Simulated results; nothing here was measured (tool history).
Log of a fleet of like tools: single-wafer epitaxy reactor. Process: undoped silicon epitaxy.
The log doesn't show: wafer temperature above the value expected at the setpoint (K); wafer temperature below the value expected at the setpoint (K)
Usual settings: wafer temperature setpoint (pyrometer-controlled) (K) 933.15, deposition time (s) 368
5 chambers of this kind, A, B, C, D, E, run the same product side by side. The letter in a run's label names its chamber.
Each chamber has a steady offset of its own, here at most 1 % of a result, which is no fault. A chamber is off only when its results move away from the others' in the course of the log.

run   hour  wafer temperature setpoint (pyrometer-controlled) (K)  deposition time (s)  hours since the last pyrometer calibration  read-back reference wafer on the same gauge, thickness_nm  mean film thickness on the monitor wafer (Å)
 1C    4.1                                                 933.15                  368                                      2250.5                                                     88.076                                        761.61
 2A   10.2                                                 933.15                  368                                       566.6                                                     88.067                                        763.23
 3B   13.8                                                 933.15                  368                                      3051.1                                                     88.084                                        761.15
 4E   18.2                                                 933.15                  368                                       529.5                                                     88.057                                        772.49
 5D   22.2                                                 933.15                  368                                       898.3                                                     88.108                                        772.14
 6D     26                                                 933.15                  368                                       902.1                                                     88.139                                        772.49
 7E   29.6                                                 933.15                  368                                       540.9                                                     88.069                                        770.04
 8A   36.3                                                 933.15                  368                                       592.7                                                     88.102                                        759.31
 9C     42                                                 933.15                  368                                      2288.4                                                     88.129                                        761.29
10B   46.9                                                 933.15                  368                                      3084.2                                                     88.073                                        764.11
11C   53.5                                                 933.15                  368                                      2299.9                                                     88.142                                        764.48
12D   60.1                                                 933.15                  368                                       936.2                                                     88.103                                        777.06
13E   64.6                                                 933.15                  368                                       575.9                                                      88.13                                        770.25
14B   69.6                                                 919.15                  368                                      3106.9                                                     88.119                                        567.21
15A   76.3                                                 919.15                  368                                       632.7                                                     88.108                                        561.05
16A   83.1                                                 919.15                  368                                       639.5                                                     88.088                                        559.18
17C   90.1                                                 919.15                  368                                      2336.5                                                     88.077                                        562.17
18E   94.5                                                 919.15                  368                                       605.8                                                     88.118                                         572.4
19B  100.7                                                 926.15                  343                                        3138                                                     88.091                                        613.92
20D  104.1                                                 926.15                  343                                       980.2                                                      88.08                                        619.72
21D  111.5                                                 926.15                  343                                       987.6                                                     88.077                                        619.86
22A  119.2                                                 926.15                  343                                       675.6                                                     88.082                                        609.39
23C    124                                                 926.15                  343                                      2370.4                                                     88.082                                        610.19
24B  130.3                                                 933.15                  368                                      3167.6                                                     88.125                                        766.25
25E  134.6                                                 933.15                  331                                       645.9                                                     88.069                                        693.55
26A  140.6                                                 933.15                  331                                         697                                                     88.112                                        682.73
       146  -- chamber B: pyrometer calibrated
27D  147.1                                                 933.15                  331                                      1023.2                                                     88.156                                        695.25
28C  152.7                                                 933.15                  331                                      2399.1                                                      88.08                                        682.36
29E  159.2                                                 933.15                  331                                       670.5                                                     88.053                                        693.47
30B  165.2                                                 933.15                  368                                        19.3                                                     88.083                                        764.44
31A  171.1                                                 933.15                  368                                       727.5                                                      88.14                                        763.11
32C  177.6                                                 933.15                  368                                        2424                                                     88.107                                        761.38
33B  181.7                                                 933.15                  368                                        35.8                                                     88.154                                        764.24
34D  188.2                                                 924.15                  428                                      1064.3                                                     88.108                                        740.11
35E  192.3                                                 924.15                  428                                       703.6                                                      88.11                                        739.31
36A    196                                                 924.15                  428                                       752.4                                                      88.11                                        727.42
37B  199.7                                                 924.15                  428                                        53.8                                                     88.151                                        735.18
38C  204.9                                                 924.15                  428                                      2451.3                                                     88.135                                        729.17
39D  211.4                                                 933.15                  368                                      1087.5                                                     88.099                                        772.82

All 5 chambers run these settings next. Forecast each chamber's results:
40A  216.9                                                 942.15                  368                                                                                                                                                    ?
40B  216.9                                                 942.15                  368                                                                                                                                                    ?
40C  216.9                                                 942.15                  368                                                                                                                                                    ?
40D  216.9                                                 942.15                  368                                                                                                                                                    ?
40E  216.9                                                 942.15                  368                                                                                                                                                    ?

run  mean film thickness on the monitor wafer (Å)
40A                                        919.84
40B                                         918.3
40C                                        923.28
40D                                         936.6
40E                                        924.67
